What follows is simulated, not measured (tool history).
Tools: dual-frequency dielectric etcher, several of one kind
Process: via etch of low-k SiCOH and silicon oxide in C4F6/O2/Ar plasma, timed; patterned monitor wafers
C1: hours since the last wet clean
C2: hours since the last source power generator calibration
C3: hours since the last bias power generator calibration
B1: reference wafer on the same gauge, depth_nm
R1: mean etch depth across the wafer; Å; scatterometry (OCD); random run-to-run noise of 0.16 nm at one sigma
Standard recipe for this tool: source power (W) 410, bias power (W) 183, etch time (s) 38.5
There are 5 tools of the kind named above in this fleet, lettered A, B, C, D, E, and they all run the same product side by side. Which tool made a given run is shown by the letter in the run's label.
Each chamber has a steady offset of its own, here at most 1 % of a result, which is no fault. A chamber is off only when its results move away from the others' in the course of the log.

run 1D day=0.4 | source_power_(W)=410 bias_power_(W)=183 etch_time_(s)=38.5 | C1=304.7 C2=2216.6 C3=847.3 | B1=106.02 | R1=1020.6
run 2C day=0.688 | source_power_(W)=410 bias_power_(W)=183 etch_time_(s)=38.5 | C1=147.7 C2=616.6 C3=53.2 | B1=106 | R1=1014.8
run 3A day=0.892 | source_power_(W)=410 bias_power_(W)=183 etch_time_(s)=38.5 | C1=254.6 C2=3771.2 C3=1277.5 | B1=105.93 | R1=1010.2
run 4B day=1.179 | source_power_(W)=410 bias_power_(W)=183 etch_time_(s)=38.5 | C1=50.1 C2=3314.2 C3=2112.2 | B1=105.91 | R1=1018.7
run 5E day=1.425 | source_power_(W)=410 bias_power_(W)=183 etch_time_(s)=38.5 | C1=447.8 C2=2206.8 C3=2372.9 | B1=105.95 | R1=1015.8
run 6D day=1.629 | source_power_(W)=410 bias_power_(W)=183 etch_time_(s)=38.5 | C1=334.2 C2=2246.1 C3=876.8 | B1=105.9 | R1=1017.8
run 7A day=1.992 | source_power_(W)=410 bias_power_(W)=183 etch_time_(s)=38.5 | C1=281 C2=3797.6 C3=1303.9 | B1=105.95 | R1=1007.3
run 8B day=2.4 | source_power_(W)=410 bias_power_(W)=183 etch_time_(s)=38.5 | C1=79.4 C2=3343.5 C3=2141.5 | B1=105.88 | R1=1017.5
run 9C day=2.812 | source_power_(W)=410 bias_power_(W)=183 etch_time_(s)=38.5 | C1=198.7 C2=667.6 C3=104.2 | B1=105.87 | R1=1011.3
run 10E day=3.221 | source_power_(W)=410 bias_power_(W)=183 etch_time_(s)=38.5 | C1=490.9 C2=2249.9 C3=2416 | B1=105.85 | R1=1016.6
run 11B day=3.612 | source_power_(W)=410 bias_power_(W)=183 etch_time_(s)=38.5 | C1=108.5 C2=3372.6 C3=2170.6 | B1=105.84 | R1=1017.9
-- day=3.708 chamber A: source power generator calibrated
run 12C day=3.883 | source_power_(W)=410 bias_power_(W)=183 etch_time_(s)=38.5 | C1=224.4 C2=693.3 C3=129.9 | B1=105.83 | R1=1013.4
-- day=4.108 chamber E: wet clean of the chamber
run 13A day=4.108 | source_power_(W)=410 bias_power_(W)=183 etch_time_(s)=38.5 | C1=331.8 C2=9.6 C3=1354.7 | B1=105.8 | R1=1006.7
run 14E day=4.304 | source_power_(W)=410 bias_power_(W)=157 etch_time_(s)=45 | C1=4.7 C2=2275.9 C3=2442 | B1=105.82 | R1=1132.3
run 15D day=4.546 | source_power_(W)=410 bias_power_(W)=157 etch_time_(s)=45 | C1=404.2 C2=2316.1 C3=946.8 | B1=105.77 | R1=1135.3
run 16D day=4.742 | source_power_(W)=410 bias_power_(W)=157 etch_time_(s)=45 | C1=408.9 C2=2320.8 C3=951.5 | B1=105.75 | R1=1136.1
run 17A day=5.117 | source_power_(W)=410 bias_power_(W)=157 etch_time_(s)=45 | C1=356 C2=33.8 C3=1378.9 | B1=105.77 | R1=1123.2
run 18C day=5.554 | source_power_(W)=410 bias_power_(W)=157 etch_time_(s)=45 | C1=264.5 C2=733.4 C3=170 | B1=105.73 | R1=1127.7
run 19B day=5.883 | source_power_(W)=410 bias_power_(W)=183 etch_time_(s)=38.5 | C1=163 C2=3427.1 C3=2225.1 | B1=105.72 | R1=1015.8
run 20E day=6.175 | source_power_(W)=410 bias_power_(W)=183 etch_time_(s)=38.5 | C1=49.6 C2=2320.8 C3=2486.9 | B1=105.73 | R1=1016
run 21D day=6.579 | source_power_(W)=410 bias_power_(W)=183 etch_time_(s)=38.5 | C1=453 C2=2364.9 C3=995.6 | B1=105.7 | R1=1016.5
run 22A day=6.821 | source_power_(W)=460 bias_power_(W)=198 etch_time_(s)=38.5 | C1=396.9 C2=74.7 C3=1419.8 | B1=105.72 | R1=1078
run 23E day=7.158 | source_power_(W)=460 bias_power_(W)=198 etch_time_(s)=38.5 | C1=73.2 C2=2344.4 C3=2510.5 | B1=105.69 | R1=1085.5
run 24C day=7.571 | source_power_(W)=460 bias_power_(W)=198 etch_time_(s)=38.5 | C1=312.9 C2=781.8 C3=218.4 | B1=105.61 | R1=1087.9
run 25B day=7.95 | source_power_(W)=460 bias_power_(W)=198 etch_time_(s)=38.5 | C1=212.6 C2=3476.7 C3=2274.7 | B1=105.62 | R1=1087.4
run 26C day=8.346 | source_power_(W)=460 bias_power_(W)=198 etch_time_(s)=38.5 | C1=331.5 C2=800.4 C3=237 | B1=105.59 | R1=1087.6
run 27E day=8.671 | source_power_(W)=410 bias_power_(W)=183 etch_time_(s)=38.5 | C1=109.5 C2=2380.7 C3=2546.8 | B1=105.57 | R1=1011.2
run 28A day=8.983 | source_power_(W)=410 bias_power_(W)=183 etch_time_(s)=38.5 | C1=448.8 C2=126.6 C3=1471.7 | B1=105.58 | R1=1005.5
run 29B day=9.179 | source_power_(W)=370 bias_power_(W)=164 etch_time_(s)=38.5 | C1=242.1 C2=3506.2 C3=2304.2 | B1=105.51 | R1=942.96
run 30D day=9.512 | source_power_(W)=370 bias_power_(W)=164 etch_time_(s)=38.5 | C1=523.4 C2=2435.3 C3=1066 | B1=105.5 | R1=944.28
run 31B day=9.712 | source_power_(W)=370 bias_power_(W)=164 etch_time_(s)=38.5 | C1=254.9 C2=3519 C3=2317 | B1=105.54 | R1=944.95
run 32C day=10.083 | source_power_(W)=370 bias_power_(W)=164 etch_time_(s)=38.5 | C1=373.2 C2=842.1 C3=278.7 | B1=105.56 | R1=937.18
-- day=10.275 chamber D: wet clean of the chamber
run 33A day=10.442 | source_power_(W)=370 bias_power_(W)=164 etch_time_(s)=38.5 | C1=483.8 C2=161.6 C3=1506.7 | B1=105.46 | R1=931.74
-- day=10.708 chamber C: wet clean of the chamber
run 34D day=10.708 | source_power_(W)=410 bias_power_(W)=183 etch_time_(s)=38.5 | C1=10.4 C2=2464 C3=1094.7 | B1=105.48 | R1=1013.1
run 35E day=11.008 | source_power_(W)=410 bias_power_(W)=183 etch_time_(s)=38.5 | C1=165.6 C2=2436.8 C3=2602.9 | B1=105.45 | R1=1013.3
run 36D day=11.208 | source_power_(W)=410 bias_power_(W)=183 etch_time_(s)=38.5 | C1=22.4 C2=2476 C3=1106.7 | B1=105.45 | R1=1013.6
run 37B day=11.517 | source_power_(W)=410 bias_power_(W)=183 etch_time_(s)=46 | C1=298.2 C2=3562.3 C3=2360.3 | B1=105.43 | R1=1214.2
run 38C day=11.912 | source_power_(W)=410 bias_power_(W)=183 etch_time_(s)=46 | C1=28.9 C2=886 C3=322.6 | B1=105.44 | R1=1207.6
run 39E day=12.238 | source_power_(W)=410 bias_power_(W)=183 etch_time_(s)=46 | C1=195.1 C2=2466.3 C3=2632.4 | B1=105.39 | R1=1210
run 40A day=12.675 | source_power_(W)=410 bias_power_(W)=183 etch_time_(s)=46 | C1=537.4 C2=215.2 C3=1560.3 | B1=105.39 | R1=1197.5
run 41A day=13.021 | source_power_(W)=410 bias_power_(W)=183 etch_time_(s)=46 | C1=545.7 C2=223.5 C3=1568.6 | B1=105.38 | R1=1201.5
run 42B day=13.333 | source_power_(W)=410 bias_power_(W)=183 etch_time_(s)=38.5 | C1=341.8 C2=3605.9 C3=2403.9 | B1=105.36 | R1=1013.1
run 43D day=13.783 | source_power_(W)=410 bias_power_(W)=183 etch_time_(s)=38.5 | C1=84.2 C2=2537.8 C3=1168.5 | B1=105.33 | R1=1011.7
run 44E day=14.088 | source_power_(W)=410 bias_power_(W)=183 etch_time_(s)=38.5 | C1=239.5 C2=2510.7 C3=2676.8 | B1=105.36 | R1=1015.1

Is one chamber off against the others, does the gauge drift, or is nothing wrong? If a chamber is off, say which, and what the likeliest cause is.

The gauge drifts, so all chambers seem to drift together. No chamber is off.
Most likely cause: gauge reads low (%) = 0.642.
